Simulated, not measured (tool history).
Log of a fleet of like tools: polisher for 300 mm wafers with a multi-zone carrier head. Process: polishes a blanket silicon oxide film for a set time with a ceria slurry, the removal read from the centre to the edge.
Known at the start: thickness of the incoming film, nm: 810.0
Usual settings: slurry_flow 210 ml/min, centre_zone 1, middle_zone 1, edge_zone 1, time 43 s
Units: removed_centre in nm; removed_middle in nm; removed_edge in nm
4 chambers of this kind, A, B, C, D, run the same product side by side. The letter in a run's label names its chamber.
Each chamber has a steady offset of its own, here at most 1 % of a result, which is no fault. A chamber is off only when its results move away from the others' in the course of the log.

run 1B hour=8.1 | slurry_flow=210 centre_zone=1 middle_zone=1 edge_zone=1 time=43 | removed_centre=262.89 removed_middle=270.86 removed_edge=271.24
run 2C hour=19.0 | slurry_flow=210 centre_zone=1 middle_zone=1 edge_zone=1 time=43 | removed_centre=270.52 removed_middle=270.06 removed_edge=269.89
run 3A hour=24.5 | slurry_flow=210 centre_zone=1 middle_zone=1 edge_zone=1 time=43 | removed_centre=269.65 removed_middle=272.68 removed_edge=270.99
run 4D hour=32.1 | slurry_flow=210 centre_zone=1 middle_zone=1 edge_zone=1 time=43 | removed_centre=271.71 removed_middle=271.15 removed_edge=266.47
run 5B hour=37.1 | slurry_flow=210 centre_zone=1 middle_zone=1 edge_zone=1 time=31 | removed_centre=192.01 removed_middle=198.78 removed_edge=192.86
run 6A hour=46.6 | slurry_flow=210 centre_zone=1 middle_zone=1 edge_zone=1 time=31 | removed_centre=197.03 removed_middle=196.16 removed_edge=193.26
-- hour=47.1 chamber B: worn pad replaced by a new one
-- hour=52.4 chamber C: worn pad replaced by a new one
run 7D hour=55.0 | slurry_flow=210 centre_zone=1 middle_zone=1 edge_zone=1 time=31 | removed_centre=196.45 removed_middle=194.88 removed_edge=194.48
-- hour=62.4 chamber A: worn pad replaced by a new one
run 8C hour=65.4 | slurry_flow=210 centre_zone=1 middle_zone=1 edge_zone=1 time=31 | removed_centre=195.05 removed_middle=193.93 removed_edge=195.95
run 9A hour=75.3 | slurry_flow=210 centre_zone=1 middle_zone=1 edge_zone=1 time=43 | removed_centre=266.34 removed_middle=273.21 removed_edge=270.25
run 10B hour=84.5 | slurry_flow=210 centre_zone=1 middle_zone=1 edge_zone=1 time=43 | removed_centre=274.40 removed_middle=269.86 removed_edge=272.58
run 11D hour=91.2 | slurry_flow=210 centre_zone=1 middle_zone=1 edge_zone=1 time=43 | removed_centre=268.57 removed_middle=266.65 removed_edge=271.19
run 12C hour=99.6 | slurry_flow=210 centre_zone=1 middle_zone=1 edge_zone=1 time=43 | removed_centre=269.00 removed_middle=269.94 removed_edge=268.99
-- hour=104.6 chamber D: worn pad replaced by a new one
-- hour=104.7 chamber B: worn pad replaced by a new one
run 13C hour=106.9 | slurry_flow=210 centre_zone=1 middle_zone=1 edge_zone=1 time=43 | removed_centre=269.88 removed_middle=273.84 removed_edge=272.17
run 14A hour=114.7 | slurry_flow=210 centre_zone=1 middle_zone=1 edge_zone=1 time=43 | removed_centre=269.54 removed_middle=269.82 removed_edge=267.85
run 15D hour=122.4 | slurry_flow=210 centre_zone=1 middle_zone=1 edge_zone=1 time=43 | removed_centre=264.63 removed_middle=272.94 removed_edge=265.43
run 16B hour=128.6 | slurry_flow=210 centre_zone=1 middle_zone=1 edge_zone=1 time=43 | removed_centre=271.46 removed_middle=268.39 removed_edge=268.40
-- hour=134.2 chamber B: edge zone pressure recalibrated
-- hour=135.9 chamber C: worn pad replaced by a new one
run 17B hour=138.6 | slurry_flow=210 centre_zone=1 middle_zone=1 edge_zone=1 time=43 | removed_centre=267.50 removed_middle=271.36 removed_edge=271.46
run 18A hour=145.2 | slurry_flow=210 centre_zone=1 middle_zone=1 edge_zone=1 time=43 | removed_centre=265.37 removed_middle=269.42 removed_edge=269.81
-- hour=146.5 chamber D: slurry nozzle cleaned
-- hour=146.9 chamber A: worn pad replaced by a new one
run 19C hour=153.1 | slurry_flow=210 centre_zone=1 middle_zone=1 edge_zone=1 time=43 | removed_centre=277.46 removed_middle=272.31 removed_edge=268.93
run 20D hour=160.1 | slurry_flow=210 centre_zone=1 middle_zone=1 edge_zone=1 time=43 | removed_centre=273.30 removed_middle=269.98 removed_edge=266.29
run 21B hour=167.9 | slurry_flow=210 centre_zone=1 middle_zone=1 edge_zone=1 time=43 | removed_centre=276.13 removed_middle=271.30 removed_edge=269.26
-- hour=170.8 chamber B: worn pad replaced by a new one
run 22A hour=173.7 | slurry_flow=210 centre_zone=1 middle_zone=1 edge_zone=1 time=43 | removed_centre=271.20 removed_middle=271.62 removed_edge=272.28
run 23C hour=184.5 | slurry_flow=210 centre_zone=1 middle_zone=1 edge_zone=1 time=43 | removed_centre=269.63 removed_middle=273.42 removed_edge=279.51
run 24D hour=190.7 | slurry_flow=210 centre_zone=1 middle_zone=1 edge_zone=1 time=43 | removed_centre=266.31 removed_middle=269.14 removed_edge=267.75
run 25C hour=196.6 | slurry_flow=210 centre_zone=1 middle_zone=1 edge_zone=1 time=43 | removed_centre=276.99 removed_middle=272.99 removed_edge=272.13
run 26B hour=203.4 | slurry_flow=210 centre_zone=1 middle_zone=1 edge_zone=1 time=43 | removed_centre=272.13 removed_middle=272.51 removed_edge=269.16
-- hour=206.0 chamber D: worn pad replaced by a new one
run 27A hour=211.4 | slurry_flow=210 centre_zone=1 middle_zone=1 edge_zone=1 time=43 | removed_centre=270.68 removed_middle=274.46 removed_edge=266.90
-- hour=212.2 chamber C: worn pad replaced by a new one
run 28D hour=216.6 | slurry_flow=210 centre_zone=1 middle_zone=1 edge_zone=1 time=43 | removed_centre=271.39 removed_middle=269.62 removed_edge=271.64
run 29C hour=221.6 | slurry_flow=210 centre_zone=1 middle_zone=1 edge_zone=1 time=43 | removed_centre=271.96 removed_middle=270.09 removed_edge=264.15
-- hour=224.9 chamber B: worn pad replaced by a new one
-- hour=230.0 chamber C: slurry nozzle cleaned
run 30A hour=231.3 | slurry_flow=260 centre_zone=1 middle_zone=1 edge_zone=1 time=43 | removed_centre=276.64 removed_middle=278.32 removed_edge=277.35
run 31D hour=236.7 | slurry_flow=260 centre_zone=1 middle_zone=1 edge_zone=1 time=43 | removed_centre=281.39 removed_middle=274.58 removed_edge=275.18
-- hour=239.1 chamber C: centre zone pressure recalibrated
-- hour=241.7 chamber A: worn pad replaced by a new one
run 32B hour=246.7 | slurry_flow=260 centre_zone=1 middle_zone=1 edge_zone=1 time=43 | removed_centre=280.14 removed_middle=285.30 removed_edge=269.11
run 33C hour=254.2 | slurry_flow=260 centre_zone=1 middle_zone=1 edge_zone=1 time=43 | removed_centre=283.33 removed_middle=281.55 removed_edge=278.20
run 34B hour=263.4 | slurry_flow=210 centre_zone=1 middle_zone=1 edge_zone=1 time=43 | removed_centre=269.42 removed_middle=269.73 removed_edge=269.38
run 35D hour=272.4 | slurry_flow=155 centre_zone=1 middle_zone=1 edge_zone=1 time=43 | removed_centre=252.38 removed_middle=255.80 removed_edge=258.08
run 36A hour=279.5 | slurry_flow=155 centre_zone=1 middle_zone=1 edge_zone=1 time=43 | removed_centre=253.11 removed_middle=257.19 removed_edge=257.98
run 37C hour=284.7 | slurry_flow=155 centre_zone=1 middle_zone=1 edge_zone=1 time=43 | removed_centre=257.26 removed_middle=260.85 removed_edge=260.90
run 38D hour=293.1 | slurry_flow=155 centre_zone=1 middle_zone=1 edge_zone=1 time=43 | removed_centre=251.30 removed_middle=256.59 removed_edge=257.73
-- hour=296.6 chamber B: worn pad replaced by a new one
run 39B hour=303.7 | slurry_flow=210 centre_zone=1 middle_zone=1 edge_zone=1 time=43 | removed_centre=271.24 removed_middle=271.30 removed_edge=269.77
run 40A hour=314.2 | slurry_flow=210 centre_zone=1 middle_zone=1 edge_zone=1 time=43 | removed_centre=260.86 removed_middle=273.18 removed_edge=271.50

Next, every chamber runs the same settings. What will each give?
run 41A hour=322.1 | slurry_flow=210 centre_zone=1 middle_zone=1 edge_zone=1 time=43 | removed_centre=? removed_middle=? removed_edge=?
run 41B hour=322.1 | slurry_flow=210 centre_zone=1 middle_zone=1 edge_zone=1 time=43 | removed_centre=? removed_middle=? removed_edge=?
run 41C hour=322.1 | slurry_flow=210 centre_zone=1 middle_zone=1 edge_zone=1 time=43 | removed_centre=? removed_middle=? removed_edge=?
run 41D hour=322.1 | slurry_flow=210 centre_zone=1 middle_zone=1 edge_zone=1 time=43 | removed_centre=? removed_middle=? removed_edge=?

run=41A removed_centre=275.11 removed_middle=270.64 removed_edge=268.39
run=41B removed_centre=267.15 removed_middle=270.27 removed_edge=268.50
run=41C removed_centre=267.53 removed_middle=272.04 removed_edge=270.51
run=41D removed_centre=267.83 removed_middle=270.43 removed_edge=260.47
